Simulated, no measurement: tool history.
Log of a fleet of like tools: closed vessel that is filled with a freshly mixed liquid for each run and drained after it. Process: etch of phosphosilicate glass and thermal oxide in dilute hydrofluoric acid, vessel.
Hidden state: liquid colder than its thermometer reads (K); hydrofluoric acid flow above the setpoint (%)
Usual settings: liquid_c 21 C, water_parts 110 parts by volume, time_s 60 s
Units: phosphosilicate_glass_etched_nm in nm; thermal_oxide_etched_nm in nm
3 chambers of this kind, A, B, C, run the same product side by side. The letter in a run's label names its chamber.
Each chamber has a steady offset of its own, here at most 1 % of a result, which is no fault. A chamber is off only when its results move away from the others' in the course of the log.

run   hour  liquid_c  water_parts  time_s  hours since the thermometer was replaced  hours since the hydrofluoric acid flow meter was replaced  read-back film thickness of the phosphosilicate glass reference wafer, read on the same gauge (nm)  read-back film thickness of the thermal oxide reference wafer, read on the same gauge (nm)  phosphosilicate_glass_etched_nm  thermal_oxide_etched_nm
 1C    3.8        21          110      60                                     520.6                                                     1370.7                                                                                              79.997                                                                                         130                           97.439                    2.257
 2B    8.4        21          110      60                                    1063.5                                                       73.4                                                                                              80.001                                                                                      130.01                           94.739                   2.3441
 3A   11.8        21          110      60                                       216                                                      715.3                                                                                              80.015                                                                                      130.01                           97.309                   2.3182
 4B   16.2        21          110      60                                    1071.3                                                       81.2                                                                                              80.011                                                                                      130.02                           95.158                   2.2806
 5A   19.4        17          145      60                                     223.6                                                      722.9                                                                                              79.997                                                                                      129.97                            60.54                   1.4347
 6C   23.7        17          145      60                                     540.5                                                     1390.6                                                                                              79.976                                                                                      130.02                            59.79                   1.4056
 7B   27.4        17          145      60                                    1082.5                                                       92.4                                                                                              79.998                                                                                      130.02                           60.643                    1.476
      31.9  -- chamber C: thermometer replaced
 8A   32.2        21          110      60                                     236.4                                                      735.7                                                                                              79.982                                                                                      129.98                           96.452                   2.2735
 9C   36.4        21          165      90                                       4.5                                                     1403.3                                                                                              80.001                                                                                      130.01                           90.104                   2.1632
10A   38.5        21          165      90                                     242.7                                                        742                                                                                              79.993                                                                                         130                           91.656                   2.2033
11B     43        21          165      90                                    1098.1                                                        108                                                                                               80.01                                                                                      130.01                           89.779                    2.144
12C   46.4        21          110      60                                      14.5                                                     1413.3                                                                                              80.002                                                                                      129.99                           96.055                   2.2786
13B   50.8        21          110      60                                    1105.9                                                      115.8                                                                                              80.002                                                                                         130                           94.837                    2.279
14C   55.6        21           90      60                                      23.7                                                     1422.5                                                                                              79.999                                                                                      130.02                           120.49                   2.8216
15A   59.8        21           90      60                                       264                                                      763.3                                                                                              79.991                                                                                      129.99                           120.89                   2.8655
16B   63.5        21           90      60                                    1118.6                                                      128.5                                                                                                  80                                                                                      129.99                           118.38                    2.847
17C   65.7        21          110      60                                      33.8                                                     1432.6                                                                                              80.011                                                                                         130                           96.293                   2.2904
18A   70.3        21          110      60                                     274.5                                                      773.8                                                                                              80.006                                                                                      129.97                           96.743                   2.3369
19A   74.8        21          110      60                                       279                                                      778.3                                                                                              80.012                                                                                      130.02                           97.365                   2.3131
20B   78.7        21           90      80                                    1133.8                                                      143.7                                                                                                  80                                                                                      130.03                           161.67                   3.7163
21C   83.3        21           90      80                                      51.4                                                     1450.2                                                                                              79.989                                                                                         130                           161.42                   3.8026
22A   86.6        21           90      80                                     290.8                                                      790.1                                                                                              80.003                                                                                      130.01                           159.53                    3.809
23C     91        21          110      60                                      59.1                                                     1457.9                                                                                              80.007                                                                                      130.01                           96.514                    2.286
24B     94        21           80      75                                    1149.1                                                        159                                                                                              79.989                                                                                         130                           169.04                   3.9279
25C   97.6        21           80      75                                      65.7                                                     1464.5                                                                                              79.992                                                                                      130.03                           174.13                    4.174
26B  101.3        21           80      75                                    1156.4                                                      166.3                                                                                               79.99                                                                                      129.98                           167.82                   3.9977
27A  103.8        21          110      60                                       308                                                      807.3                                                                                              80.001                                                                                      129.99                           97.562                   2.2926
28B  107.3        21          110      60                                    1162.4                                                      172.3                                                                                              80.013                                                                                      129.99                           96.573                   2.3607
29C  111.4        21          110      60                                      79.5                                                     1478.3                                                                                              79.995                                                                                      130.02                           98.337                   2.2276
30A  114.2        21           90      60                                     318.4                                                      817.7                                                                                              80.015                                                                                         130                           119.71                   2.9292
31C  117.4        21           90      60                                      85.5                                                     1484.3                                                                                              80.018                                                                                      129.99                           120.68                   2.8665
32A  120.7        21           90      60                                     324.9                                                      824.2                                                                                              80.013                                                                                         130                           121.18                   2.8902
33B  123.9        21          110      60                                      1179                                                      188.9                                                                                              80.013                                                                                         130                           95.962                   2.2811
34A  126.3        21          110      60                                     330.5                                                      829.8                                                                                              79.977                                                                                      129.99                           96.306                   2.2925
35C  128.3        21          110      60                                      96.4                                                     1495.2                                                                                              79.978                                                                                         130                           95.994                    2.291
36B  131.2        21          110      60                                    1186.3                                                      196.2                                                                                              79.997                                                                                      130.01                            95.34                   2.3087
37B  135.5        21          110      60                                    1190.6                                                      200.5                                                                                              79.993                                                                                      129.99                           94.496                   2.3379
38A  138.4        21          110      60                                     342.6                                                      841.9                                                                                              80.008                                                                                      130.01                           96.473                   2.3361

Next, every chamber runs the same settings. What will each give?
39A  141.8        21          160      60                                                                                                                                                                                                                                                                                                                                     ?                        ?
39B  141.8        21          160      60                                                                                                                                                                                                                                                                                                                                     ?                        ?
39C  141.8        21          160      60                                                                                                                                                                                                                                                                                                                                     ?                        ?

run  phosphosilicate_glass_etched_nm  thermal_oxide_etched_nm
39A                           64.014                   1.4786
39B                            62.38                   1.5451
39C                           62.534                   1.5044
